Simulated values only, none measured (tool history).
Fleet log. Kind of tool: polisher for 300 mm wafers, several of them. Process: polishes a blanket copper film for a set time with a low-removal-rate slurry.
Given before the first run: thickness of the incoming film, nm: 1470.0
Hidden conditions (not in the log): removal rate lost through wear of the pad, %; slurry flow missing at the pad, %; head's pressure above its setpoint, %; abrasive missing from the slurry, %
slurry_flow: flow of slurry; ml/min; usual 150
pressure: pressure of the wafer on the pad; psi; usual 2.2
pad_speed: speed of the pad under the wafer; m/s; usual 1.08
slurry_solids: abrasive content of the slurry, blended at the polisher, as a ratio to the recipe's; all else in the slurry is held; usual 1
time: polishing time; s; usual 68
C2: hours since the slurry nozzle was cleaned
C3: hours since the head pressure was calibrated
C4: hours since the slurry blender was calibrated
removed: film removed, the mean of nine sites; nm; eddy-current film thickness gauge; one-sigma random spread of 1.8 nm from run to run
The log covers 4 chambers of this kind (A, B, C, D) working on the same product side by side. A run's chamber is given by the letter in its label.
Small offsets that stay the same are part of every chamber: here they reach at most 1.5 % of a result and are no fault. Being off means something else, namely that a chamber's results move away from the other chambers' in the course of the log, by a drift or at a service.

{"hour": 0.9, "done": "chamber C: worn pad replaced by a new one"}
{"run": "1C", "hour": 5.1, "slurry_flow": 150, "pressure": 2.2, "pad_speed": 1.08, "slurry_solids": 1, "time": 68, "wafers polished on this pad": 34, "C2": 52.1, "C3": 480.8, "C4": 220.9, "removed": 150.47}
{"run": "2B", "hour": 8.7, "slurry_flow": 150, "pressure": 2.2, "pad_speed": 1.08, "slurry_solids": 1, "time": 68, "wafers polished on this pad": 648, "C2": 523.5, "C3": 676.8, "C4": 221.4, "removed": 148.35}
{"run": "3D", "hour": 12.8, "slurry_flow": 150, "pressure": 2.2, "pad_speed": 1.08, "slurry_solids": 1, "time": 68, "wafers polished on this pad": 508, "C2": 39.8, "C3": 154.9, "C4": 203.1, "removed": 149.98}
{"hour": 15.7, "done": "chamber D: worn pad replaced by a new one"}
{"run": "4A", "hour": 17.2, "slurry_flow": 150, "pressure": 2.2, "pad_speed": 1.08, "slurry_solids": 1, "time": 68, "wafers polished on this pad": 470, "C2": 489.2, "C3": 119.4, "C4": 159.9, "removed": 151.61}
{"run": "5B", "hour": 22.1, "slurry_flow": 150, "pressure": 2.2, "pad_speed": 1.08, "slurry_solids": 1, "time": 68, "wafers polished on this pad": 759, "C2": 536.9, "C3": 690.2, "C4": 234.8, "removed": 148.22}
{"run": "6A", "hour": 25.8, "slurry_flow": 150, "pressure": 2.2, "pad_speed": 1.08, "slurry_solids": 1, "time": 68, "wafers polished on this pad": 541, "C2": 497.8, "C3": 128, "C4": 168.5, "removed": 147.88}
{"hour": 27.2, "done": "chamber A: worn pad replaced by a new one"}
{"run": "7C", "hour": 29.8, "slurry_flow": 150, "pressure": 2.2, "pad_speed": 1.08, "slurry_solids": 1, "time": 68, "wafers polished on this pad": 237, "C2": 76.8, "C3": 505.5, "C4": 245.6, "removed": 145.36}
{"run": "8D", "hour": 34.4, "slurry_flow": 150, "pressure": 2.2, "pad_speed": 0.82, "slurry_solids": 1, "time": 53, "wafers polished on this pad": 154, "C2": 61.4, "C3": 176.5, "C4": 224.7, "removed": 88.658}
{"run": "9C", "hour": 37.4, "slurry_flow": 150, "pressure": 2.2, "pad_speed": 0.82, "slurry_solids": 1, "time": 53, "wafers polished on this pad": 300, "C2": 84.4, "C3": 513.1, "C4": 253.2, "removed": 86.542}
{"hour": 40.3, "done": "chamber D: slurry blender recalibrated"}
{"run": "10A", "hour": 41.2, "slurry_flow": 150, "pressure": 2.2, "pad_speed": 0.82, "slurry_solids": 1, "time": 53, "wafers polished on this pad": 115, "C2": 513.2, "C3": 143.4, "C4": 183.9, "removed": 88.469}
{"run": "11D", "hour": 45.0, "slurry_flow": 150, "pressure": 2.2, "pad_speed": 0.82, "slurry_solids": 1, "time": 53, "wafers polished on this pad": 241, "C2": 72, "C3": 187.1, "C4": 4.8, "removed": 90.183}
{"run": "12B", "hour": 48.0, "slurry_flow": 150, "pressure": 2.2, "pad_speed": 1.08, "slurry_solids": 1, "time": 68, "wafers polished on this pad": 972, "C2": 562.8, "C3": 716.1, "C4": 260.7, "removed": 150.68}
{"hour": 51.0, "done": "chamber B: worn pad replaced by a new one"}
{"run": "13C", "hour": 53.2, "slurry_flow": 150, "pressure": 2.2, "pad_speed": 1.08, "slurry_solids": 1, "time": 68, "wafers polished on this pad": 430, "C2": 100.2, "C3": 528.9, "C4": 269, "removed": 147.07}
{"run": "14D", "hour": 56.3, "slurry_flow": 150, "pressure": 2.2, "pad_speed": 1.08, "slurry_solids": 1, "time": 68, "wafers polished on this pad": 334, "C2": 83.3, "C3": 198.4, "C4": 16.1, "removed": 152.71}
{"run": "15B", "hour": 60.8, "slurry_flow": 120, "pressure": 2.2, "pad_speed": 1.08, "slurry_solids": 1, "time": 76, "wafers polished on this pad": 80, "C2": 575.6, "C3": 728.9, "C4": 273.5, "removed": 159.97}
{"run": "16A", "hour": 65.0, "slurry_flow": 120, "pressure": 2.2, "pad_speed": 1.08, "slurry_solids": 1, "time": 76, "wafers polished on this pad": 311, "C2": 537, "C3": 167.2, "C4": 207.7, "removed": 156.63}
{"run": "17B", "hour": 70.2, "slurry_flow": 120, "pressure": 2.2, "pad_speed": 1.08, "slurry_solids": 1, "time": 76, "wafers polished on this pad": 158, "C2": 585, "C3": 738.3, "C4": 282.9, "removed": 158.81}
{"run": "18A", "hour": 72.5, "slurry_flow": 120, "pressure": 2.2, "pad_speed": 1.08, "slurry_solids": 1, "time": 76, "wafers polished on this pad": 373, "C2": 544.5, "C3": 174.7, "C4": 215.2, "removed": 161.33}
{"run": "19C", "hour": 75.0, "slurry_flow": 150, "pressure": 2.2, "pad_speed": 1.08, "slurry_solids": 1, "time": 68, "wafers polished on this pad": 609, "C2": 122, "C3": 550.7, "C4": 290.8, "removed": 146.99}
{"run": "20D", "hour": 79.7, "slurry_flow": 150, "pressure": 2.2, "pad_speed": 1.08, "slurry_solids": 1, "time": 68, "wafers polished on this pad": 527, "C2": 106.7, "C3": 221.8, "C4": 39.5, "removed": 151.11}
{"run": "21B", "hour": 83.9, "slurry_flow": 150, "pressure": 2.2, "pad_speed": 1.08, "slurry_solids": 1, "time": 68, "wafers polished on this pad": 270, "C2": 598.7, "C3": 752, "C4": 296.6, "removed": 148.98}
{"run": "22D", "hour": 88.1, "slurry_flow": 150, "pressure": 2.2, "pad_speed": 1.08, "slurry_solids": 1, "time": 68, "wafers polished on this pad": 596, "C2": 115.1, "C3": 230.2, "C4": 47.9, "removed": 150.65}
{"run": "23A", "hour": 91.8, "slurry_flow": 150, "pressure": 2.2, "pad_speed": 1.08, "slurry_solids": 1, "time": 68, "wafers polished on this pad": 531, "C2": 563.8, "C3": 194, "C4": 234.5, "removed": 150.87}
{"hour": 92.1, "done": "chamber D: worn pad replaced by a new one"}
{"run": "24C", "hour": 96.0, "slurry_flow": 150, "pressure": 2.2, "pad_speed": 1.08, "slurry_solids": 1, "time": 68, "wafers polished on this pad": 782, "C2": 143, "C3": 571.7, "C4": 311.8, "removed": 146.1}
{"run": "25B", "hour": 99.1, "slurry_flow": 150, "pressure": 2.2, "pad_speed": 0.74, "slurry_solids": 1.2, "time": 68, "wafers polished on this pad": 395, "C2": 613.9, "C3": 767.2, "C4": 311.8, "removed": 105.54}
{"hour": 99.8, "done": "chamber C: worn pad replaced by a new one"}
{"hour": 102.0, "done": "chamber A: worn pad replaced by a new one"}
{"run": "26C", "hour": 103.7, "slurry_flow": 150, "pressure": 2.2, "pad_speed": 0.74, "slurry_solids": 1.2, "time": 68, "wafers polished on this pad": 32, "C2": 150.7, "C3": 579.4, "C4": 319.5, "removed": 105.15}
{"run": "27D", "hour": 108.2, "slurry_flow": 150, "pressure": 2.2, "pad_speed": 0.74, "slurry_solids": 1.2, "time": 68, "wafers polished on this pad": 132, "C2": 135.2, "C3": 250.3, "C4": 68, "removed": 107.12}
{"hour": 109.0, "done": "chamber C: slurry blender recalibrated"}
{"run": "28A", "hour": 112.6, "slurry_flow": 150, "pressure": 2.2, "pad_speed": 0.74, "slurry_solids": 1.2, "time": 68, "wafers polished on this pad": 87, "C2": 584.6, "C3": 214.8, "C4": 255.3, "removed": 107.28}
{"hour": 115.1, "done": "chamber B: slurry blender recalibrated"}
{"run": "29A", "hour": 115.8, "slurry_flow": 150, "pressure": 2.2, "pad_speed": 1.08, "slurry_solids": 1, "time": 68, "wafers polished on this pad": 113, "C2": 587.8, "C3": 218, "C4": 258.5, "removed": 148.2}
{"run": "30C", "hour": 120.5, "slurry_flow": 150, "pressure": 2.2, "pad_speed": 1.08, "slurry_solids": 1, "time": 68, "wafers polished on this pad": 170, "C2": 167.5, "C3": 596.2, "C4": 11.6, "removed": 148.28}
{"run": "31D", "hour": 123.5, "slurry_flow": 150, "pressure": 2.2, "pad_speed": 1.08, "slurry_solids": 0.8, "time": 68, "wafers polished on this pad": 258, "C2": 150.5, "C3": 265.6, "C4": 83.3, "removed": 141.81}
{"run": "32B", "hour": 125.8, "slurry_flow": 150, "pressure": 2.2, "pad_speed": 1.08, "slurry_solids": 0.8, "time": 68, "wafers polished on this pad": 615, "C2": 640.6, "C3": 793.9, "C4": 10.7, "removed": 137.72}
{"run": "33A", "hour": 128.8, "slurry_flow": 150, "pressure": 2.2, "pad_speed": 1.08, "slurry_solids": 0.8, "time": 68, "wafers polished on this pad": 220, "C2": 600.8, "C3": 231, "C4": 271.5, "removed": 146.08}
{"run": "34C", "hour": 133.0, "slurry_flow": 150, "pressure": 2.2, "pad_speed": 1.08, "slurry_solids": 0.8, "time": 68, "wafers polished on this pad": 273, "C2": 180, "C3": 608.7, "C4": 24.1, "removed": 138.06}
{"run": "35D", "hour": 137.2, "slurry_flow": 190, "pressure": 2.2, "pad_speed": 1.08, "slurry_solids": 1.1, "time": 68, "wafers polished on this pad": 371, "C2": 164.2, "C3": 279.3, "C4": 97, "removed": 157.28}
{"run": "36B", "hour": 141.5, "slurry_flow": 190, "pressure": 2.2, "pad_speed": 1.08, "slurry_solids": 1.1, "time": 68, "wafers polished on this pad": 744, "C2": 656.3, "C3": 809.6, "C4": 26.4, "removed": 155.6}

The same settings go to every chamber for the next run, one line per chamber below. Forecast the results for each:
{"run": "37A", "hour": 145.3, "slurry_flow": 150, "pressure": 2.2, "pad_speed": 1.08, "slurry_solids": 1, "time": 68, "removed": "?"}
{"run": "37B", "hour": 145.3, "slurry_flow": 150, "pressure": 2.2, "pad_speed": 1.08, "slurry_solids": 1, "time": 68, "removed": "?"}
{"run": "37C", "hour": 145.3, "slurry_flow": 150, "pressure": 2.2, "pad_speed": 1.08, "slurry_solids": 1, "time": 68, "removed": "?"}
{"run": "37D", "hour": 145.3, "slurry_flow": 150, "pressure": 2.2, "pad_speed": 1.08, "slurry_solids": 1, "time": 68, "removed": "?"}

run=37A removed=152.78
run=37B removed=147.44
run=37C removed=146.57
run=37D removed=151.11
